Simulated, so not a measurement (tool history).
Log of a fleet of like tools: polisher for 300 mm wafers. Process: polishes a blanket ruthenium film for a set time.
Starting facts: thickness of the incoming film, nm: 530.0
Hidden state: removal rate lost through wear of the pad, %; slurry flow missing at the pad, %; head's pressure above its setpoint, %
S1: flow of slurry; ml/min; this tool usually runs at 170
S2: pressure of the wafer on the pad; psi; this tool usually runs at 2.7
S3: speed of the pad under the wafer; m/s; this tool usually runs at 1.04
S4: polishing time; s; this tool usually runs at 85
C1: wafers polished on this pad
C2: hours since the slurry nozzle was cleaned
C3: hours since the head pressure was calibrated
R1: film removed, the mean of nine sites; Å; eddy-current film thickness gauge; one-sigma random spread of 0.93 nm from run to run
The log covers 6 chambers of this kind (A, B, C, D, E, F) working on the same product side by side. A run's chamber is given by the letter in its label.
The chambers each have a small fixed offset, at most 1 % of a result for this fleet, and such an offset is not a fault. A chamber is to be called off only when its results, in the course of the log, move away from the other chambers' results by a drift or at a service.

run	hour	S1	S2	S3	S4	C1	C2	C3	R1
1F	9.7	170	2.7	1.04	85	1325	32.1	332.4	1405.5
# hour 13.9: chamber F: worn pad replaced by a new one
2B	15	170	2.7	1.04	85	205	565.4	305.3	1415
# hour 22.3: chamber D: worn pad replaced by a new one
3D	23.2	170	2.7	1.04	85	10	784.7	1079.9	1397.3
# hour 25.1: chamber E: worn pad replaced by a new one
# hour 26.2: chamber A: head pressure recalibrated
4E	28.4	170	2.7	1.04	85	37	86.5	130	1388.6
5A	33.1	170	2.7	1.04	85	782	596.2	7	1415.8
6C	39.1	230	2.7	1.16	85	624	136.9	743.6	1659.5
# hour 43.3: chamber D: head pressure recalibrated
# hour 43.6: chamber C: worn pad replaced by a new one
7E	46.2	230	2.7	1.16	85	236	104.3	147.8	1622.5
8D	54.4	230	2.7	1.16	85	359	815.9	11.1	1633.9
9A	58.9	230	2.7	1.16	85	1071	622	32.8	1644.6
10F	65.4	230	2.7	1.16	85	576	87.8	388.1	1631.1
# hour 68.8: chamber A: slurry nozzle cleaned
11B	74.2	230	2.7	1.16	85	867	624.6	364.5	1611
12C	81.1	170	2.7	1.3	85	419	178.9	785.6	1792.3
13D	89.5	170	2.7	1.3	85	752	851	46.2	1764.8
# hour 93.6: chamber E: worn pad replaced by a new one
14A	99.4	170	2.7	1.3	85	1524	30.6	73.3	1779.6
# hour 104.4: chamber C: worn pad replaced by a new one
15B	108	170	2.7	1.3	85	1245	658.4	398.3	1751.7
# hour 115.7: chamber D: worn pad replaced by a new one
16F	118.1	170	2.7	1.3	85	1165	140.5	440.8	1760.7
# hour 118.5: chamber D: slurry nozzle cleaned
17E	123.7	170	2.7	1.3	85	337	181.8	225.3	1766.7
# hour 124.5: chamber B: worn pad replaced by a new one
18C	128.4	170	2.7	1.04	85	269	226.2	832.9	1412.1
# hour 136.3: chamber F: worn pad replaced by a new one
19F	136.5	170	2.7	1.04	85	2	158.9	459.2	1381.6
20D	141.3	170	2.7	1.04	85	287	22.9	98	1400.5
21E	150.8	170	2.7	1.04	85	640	208.9	252.4	1396.7
22A	155.6	170	2.7	1.04	85	2152	86.8	129.5	1411.2
# hour 158.1: chamber E: worn pad replaced by a new one
23B	164.7	170	2.7	1.04	85	449	715.1	455	1398.3
# hour 165.5: chamber C: worn pad replaced by a new one
24C	171.4	170	2.7	1.22	69	66	269.2	875.9	1363.3
25E	181.4	170	2.7	1.22	69	260	239.5	283	1329.3
26B	189.2	170	2.7	1.22	69	723	739.6	479.5	1339.2
# hour 196.4: chamber B: slurry nozzle cleaned
27F	199.2	170	2.7	1.22	69	703	221.6	521.9	1334.9
# hour 202.8: chamber D: worn pad replaced by a new one
28C	207.6	170	2.7	1.22	69	471	305.4	912.1	1367
29D	216.2	170	2.7	1.22	69	150	97.8	172.9	1345.2
30A	223.4	170	2.7	1.04	85	2910	154.6	197.3	1348.4
# hour 229.8: chamber C: worn pad replaced by a new one
31B	230.9	170	2.7	1.04	85	1190	34.6	521.2	1398.6
# hour 234.4: chamber E: worn pad replaced by a new one
32E	240.1	170	2.7	1.04	85	63	298.2	341.7	1387.3
# hour 247.3: chamber B: worn pad replaced by a new one
33A	249.4	170	2.7	1.04	85	3201	180.6	223.3	1348.8
34C	256.8	170	2.7	1.04	85	302	354.6	961.3	1429.1
35F	264.8	170	2.7	1.04	85	1437	287.2	587.5	1400.4
# hour 269.4: chamber F: worn pad replaced by a new one
36D	271.4	120	2.7	1.04	69	768	153	228.1	1074.8
37E	281.2	120	2.7	1.04	69	523	339.3	382.8	1079.8
38B	287	120	2.7	1.04	69	444	90.7	577.3	1067
# hour 291.4: chamber D: worn pad replaced by a new one
39C	293.2	120	2.7	1.04	69	709	391	997.7	1101.6
40A	303	120	2.7	1.04	69	3801	234.2	276.9	992.56
41F	312.2	120	2.7	1.04	69	479	334.6	634.9	1062.5
42D	317.2	195	2.7	1.18	85	289	198.8	273.9	1628.1
43A	326.4	195	2.7	1.18	85	4062	257.6	300.3	1509.8

Read the log: is a single chamber off, either drifting away or since a service, is the gauge that measures every chamber drifting, or is nothing wrong beyond small per-chamber offsets? Name any odd chamber and what most likely caused it.

One chamber, A, drifts off from the rest bit by bit.
Most likely cause: removal rate lost through wear of the pad, % = 8.17.
With only this log, it may be confused with: slurry flow missing at the pad, %; head's pressure below its setpoint, %.

Below are 4 candidate recipes for chamber A's next run, each the usual settings with a change, their results shown as question marks. Which of them brings A's results back in line with what the other chambers give on the usual settings?
Maximum distance from the other chambers' mean on the usual settings for a result to count as in line: R1 32 Å
44A-1	333.6	170	2.6	0.98	80				?
44A-2	333.6	170	2.7	0.96	85				?
44A-3	333.6	170	2.7	1.22	85				?
44A-4	333.6	170	2.8	1.08	85				?

What the other chambers average on the usual settings: R1 1406.1 Å
run	R1
44A-1	1114.9
44A-2	1205
44A-3	1526
44A-4	1402.8
It is 44A-4 that realigns the chamber with its peers.

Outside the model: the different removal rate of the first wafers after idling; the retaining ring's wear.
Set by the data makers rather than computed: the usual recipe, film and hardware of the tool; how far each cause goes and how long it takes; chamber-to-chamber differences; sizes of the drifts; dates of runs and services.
